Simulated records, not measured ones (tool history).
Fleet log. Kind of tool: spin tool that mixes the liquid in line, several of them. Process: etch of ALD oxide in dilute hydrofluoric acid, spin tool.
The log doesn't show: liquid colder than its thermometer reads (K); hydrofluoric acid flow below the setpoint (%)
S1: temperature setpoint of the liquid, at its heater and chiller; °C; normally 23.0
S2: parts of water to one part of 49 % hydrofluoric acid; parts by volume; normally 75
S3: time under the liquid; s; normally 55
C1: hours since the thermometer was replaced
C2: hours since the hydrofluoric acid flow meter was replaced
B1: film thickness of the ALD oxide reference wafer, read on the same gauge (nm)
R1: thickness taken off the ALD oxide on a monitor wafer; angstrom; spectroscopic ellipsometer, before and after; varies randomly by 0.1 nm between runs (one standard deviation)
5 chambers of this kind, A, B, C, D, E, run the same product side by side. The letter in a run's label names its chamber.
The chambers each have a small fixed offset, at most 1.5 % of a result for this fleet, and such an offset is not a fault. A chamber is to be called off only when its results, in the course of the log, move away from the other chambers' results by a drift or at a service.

{"run": "1D", "hour": 2.2, "S1": 23.0, "S2": 75, "S3": 55, "C1": 1234.9, "C2": 719.9, "B1": 39.99, "R1": 142.9}
{"run": "2C", "hour": 6.8, "S1": 23.0, "S2": 75, "S3": 55, "C1": 1404.7, "C2": 1007.1, "B1": 40.028, "R1": 141.58}
{"run": "3B", "hour": 9.5, "S1": 23.0, "S2": 75, "S3": 55, "C1": 814.7, "C2": 542.3, "B1": 40.004, "R1": 141.16}
{"run": "4E", "hour": 13.7, "S1": 23.0, "S2": 75, "S3": 55, "C1": 957.3, "C2": 546.7, "B1": 39.999, "R1": 143.25}
{"run": "5A", "hour": 17.4, "S1": 23.0, "S2": 75, "S3": 55, "C1": 606.3, "C2": 386.9, "B1": 40.003, "R1": 145.77}
{"run": "6D", "hour": 20.7, "S1": 23.0, "S2": 75, "S3": 55, "C1": 1253.4, "C2": 738.4, "B1": 39.978, "R1": 143.19}
{"run": "7E", "hour": 24.3, "S1": 23.0, "S2": 75, "S3": 55, "C1": 967.9, "C2": 557.3, "B1": 40.013, "R1": 140.95}
{"run": "8A", "hour": 28.7, "S1": 23.0, "S2": 110, "S3": 25, "C1": 617.6, "C2": 398.2, "B1": 39.983, "R1": 42.44}
{"run": "9B", "hour": 32.3, "S1": 23.0, "S2": 110, "S3": 25, "C1": 837.5, "C2": 565.1, "B1": 40.022, "R1": 42.33}
{"run": "10C", "hour": 36.7, "S1": 23.0, "S2": 110, "S3": 25, "C1": 1434.6, "C2": 1037.0, "B1": 40.004, "R1": 42.057}
{"run": "11C", "hour": 39.7, "S1": 23.0, "S2": 110, "S3": 25, "C1": 1437.6, "C2": 1040.0, "B1": 39.967, "R1": 42.204}
{"run": "12B", "hour": 44.0, "S1": 23.0, "S2": 110, "S3": 25, "C1": 849.2, "C2": 576.8, "B1": 40.001, "R1": 42.248}
{"run": "13D", "hour": 46.8, "S1": 23.0, "S2": 75, "S3": 55, "C1": 1279.5, "C2": 764.5, "B1": 39.995, "R1": 138.84}
{"run": "14E", "hour": 50.0, "S1": 23.0, "S2": 75, "S3": 55, "C1": 993.6, "C2": 583.0, "B1": 39.988, "R1": 143.06}
{"run": "15A", "hour": 53.5, "S1": 23.0, "S2": 75, "S3": 55, "C1": 642.4, "C2": 423.0, "B1": 40.017, "R1": 144.08}
{"run": "16B", "hour": 57.6, "S1": 23.0, "S2": 75, "S3": 55, "C1": 862.8, "C2": 590.4, "B1": 40.03, "R1": 141.92}
{"run": "17E", "hour": 61.6, "S1": 23.0, "S2": 75, "S3": 55, "C1": 1005.2, "C2": 594.6, "B1": 39.986, "R1": 142.07}
{"run": "18C", "hour": 66.0, "S1": 23.0, "S2": 75, "S3": 55, "C1": 1463.9, "C2": 1066.3, "B1": 40.005, "R1": 141.8}
{"run": "19A", "hour": 68.6, "S1": 23.0, "S2": 75, "S3": 55, "C1": 657.5, "C2": 438.1, "B1": 40.033, "R1": 142.0}
{"run": "20D", "hour": 72.6, "S1": 23.0, "S2": 75, "S3": 55, "C1": 1305.3, "C2": 790.3, "B1": 39.996, "R1": 136.18}
{"hour": 73.2, "done": "chamber D: thermometer replaced"}
{"run": "21E", "hour": 75.2, "S1": 23.0, "S2": 75, "S3": 55, "C1": 1018.8, "C2": 608.2, "B1": 39.986, "R1": 142.77}
{"run": "22B", "hour": 78.4, "S1": 23.0, "S2": 75, "S3": 55, "C1": 883.6, "C2": 611.2, "B1": 39.988, "R1": 139.64}
{"run": "23C", "hour": 81.1, "S1": 23.0, "S2": 75, "S3": 55, "C1": 1479.0, "C2": 1081.4, "B1": 39.994, "R1": 141.4}
{"run": "24D", "hour": 83.6, "S1": 23.0, "S2": 75, "S3": 55, "C1": 10.5, "C2": 801.3, "B1": 39.981, "R1": 136.29}
{"run": "25A", "hour": 86.1, "S1": 25.5, "S2": 75, "S3": 55, "C1": 675.0, "C2": 455.6, "B1": 40.02, "R1": 157.48}
{"run": "26A", "hour": 89.6, "S1": 25.5, "S2": 75, "S3": 55, "C1": 678.5, "C2": 459.1, "B1": 40.021, "R1": 158.15}
{"run": "27C", "hour": 92.4, "S1": 25.5, "S2": 75, "S3": 55, "C1": 1490.3, "C2": 1092.7, "B1": 39.998, "R1": 155.87}
{"run": "28B", "hour": 95.0, "S1": 25.5, "S2": 75, "S3": 55, "C1": 900.2, "C2": 627.8, "B1": 39.981, "R1": 157.27}
{"run": "29D", "hour": 97.4, "S1": 25.5, "S2": 75, "S3": 55, "C1": 24.3, "C2": 815.1, "B1": 40.012, "R1": 147.52}
{"run": "30E", "hour": 100.5, "S1": 23.0, "S2": 75, "S3": 55, "C1": 1044.1, "C2": 633.5, "B1": 39.98, "R1": 142.57}
{"run": "31C", "hour": 103.8, "S1": 23.0, "S2": 75, "S3": 55, "C1": 1501.7, "C2": 1104.1, "B1": 40.021, "R1": 142.14}
{"run": "32B", "hour": 105.9, "S1": 23.0, "S2": 75, "S3": 55, "C1": 911.1, "C2": 638.7, "B1": 40.012, "R1": 142.53}
{"run": "33A", "hour": 109.3, "S1": 23.0, "S2": 75, "S3": 55, "C1": 698.2, "C2": 478.8, "B1": 39.998, "R1": 144.08}

One chamber off, gauge drift, or nothing amiss beyond the chambers' own small offsets? If it is a chamber, which one, and what is the likeliest cause?

It is chamber D that slowly wanders off from its peers.
Likeliest cause: hydrofluoric acid flow below the setpoint (%) = 7.99.

Below are 4 candidate recipes for chamber D's next run, each the usual settings with a change, their results shown as question marks. Which of them brings D's results back in line with what the other chambers give on the usual settings?
To be in line, a result may differ from the other chambers' mean on the usual settings by at most: R1 3.600 angstrom
{"run": "34D-1", "hour": 112.7, "S1": 23.0, "S2": 75, "S3": 60, "R1": "?"}
{"run": "34D-2", "hour": 112.7, "S1": 23.0, "S2": 80, "S3": 55, "R1": "?"}
{"run": "34D-3", "hour": 112.7, "S1": 27.0, "S2": 75, "S3": 55, "R1": "?"}
{"run": "34D-4", "hour": 112.7, "S1": 22.5, "S2": 85, "S3": 55, "R1": "?"}

The other chambers' mean on the usual settings: R1 142.480 angstrom
run=34D-1 R1=143.680
run=34D-2 R1=122.520
run=34D-3 R1=154.140
run=34D-4 R1=112.200
Change 34D-1 lands the chamber within the allowed miss of the other chambers.

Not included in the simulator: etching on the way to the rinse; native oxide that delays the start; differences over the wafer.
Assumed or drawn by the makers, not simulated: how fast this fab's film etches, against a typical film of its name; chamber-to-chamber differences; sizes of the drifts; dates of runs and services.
